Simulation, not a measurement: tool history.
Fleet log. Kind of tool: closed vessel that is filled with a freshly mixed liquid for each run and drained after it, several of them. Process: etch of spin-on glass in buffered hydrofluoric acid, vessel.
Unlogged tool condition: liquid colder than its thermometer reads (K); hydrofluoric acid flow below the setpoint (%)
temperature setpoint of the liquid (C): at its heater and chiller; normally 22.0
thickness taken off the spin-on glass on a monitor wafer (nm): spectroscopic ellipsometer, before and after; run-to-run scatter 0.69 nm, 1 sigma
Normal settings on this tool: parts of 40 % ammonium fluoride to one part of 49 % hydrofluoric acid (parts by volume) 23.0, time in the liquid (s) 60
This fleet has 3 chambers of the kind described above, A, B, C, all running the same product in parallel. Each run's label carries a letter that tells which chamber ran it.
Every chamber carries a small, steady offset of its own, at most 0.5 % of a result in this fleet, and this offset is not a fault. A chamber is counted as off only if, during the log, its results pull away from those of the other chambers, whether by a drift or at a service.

run	day	temperature setpoint of the liquid (C)	parts of 40 % ammonium fluoride to one part of 49 % hydrofluoric acid (parts by volume)	time in the liquid (s)	hours since the thermometer was replaced	hours since the hydrofluoric acid flow meter was replaced	read-back film thickness of the spin-on glass reference wafer, read on the same gauge (nm)	thickness taken off the spin-on glass on a monitor wafer (nm)
1B	0.267	22.0	23.0	60	130.5	1486.1	80.004	79.500
2C	0.438	22.0	23.0	60	1050.4	1447.3	80.003	80.683
3A	0.658	22.0	23.0	60	1302.0	423.7	80.002	80.837
4A	0.825	22.0	23.0	60	1306.0	427.7	79.994	80.347
5B	1.033	22.0	23.0	60	148.9	1504.5	80.018	81.553
6C	1.200	22.0	23.0	60	1068.7	1465.6	80.011	81.815
7B	1.354	22.0	23.0	60	156.6	1512.2	80.014	82.096
8A	1.621	22.0	23.0	60	1325.1	446.8	79.994	80.705
9C	1.783	22.0	23.0	60	1082.7	1479.6	79.989	79.026
10B	1.992	22.0	23.0	60	171.9	1527.5	79.984	79.958
11C	2.138	24.0	17.0	60	1091.2	1488.1	79.994	115.860
12A	2.375	24.0	17.0	60	1343.2	464.9	80.008	114.010
13B	2.638	24.0	17.0	60	187.4	1543.0	80.013	116.870
14C	2.762	22.0	23.0	60	1106.2	1503.1	79.989	80.958
15A	2.950	19.5	23.0	35	1357.0	478.7	79.986	38.721
16C	3.208	19.5	23.0	35	1116.9	1513.8	79.990	41.065
17A	3.350	19.5	23.0	35	1366.6	488.3	79.992	39.203
18B	3.575	22.0	23.0	60	209.9	1565.5	79.998	81.130
19B	3.746	22.0	23.0	60	214.0	1569.6	79.986	80.019
20A	4.017	22.0	23.0	60	1382.6	504.3	79.989	74.670
21C	4.229	22.0	23.0	60	1141.4	1538.3	80.008	80.755
22A	4.375	22.0	23.0	60	1391.2	512.9	79.983	73.862
23B	4.512	22.0	23.0	60	232.4	1588.0	79.988	81.035
24C	4.721	22.0	23.0	60	1153.2	1550.1	80.004	81.039
25B	4.975	22.0	18.5	30	243.5	1599.1	80.001	48.207

Next, all 3 chambers run the settings below, one line each with question marks for the results. What does each chamber give?
26A	5.171	22.0	23.0	60				?
26B	5.171	22.0	23.0	60				?
26C	5.171	22.0	23.0	60				?

run	thickness taken off the spin-on glass on a monitor wafer (nm)
26A	72.391
26B	80.445
26C	81.298
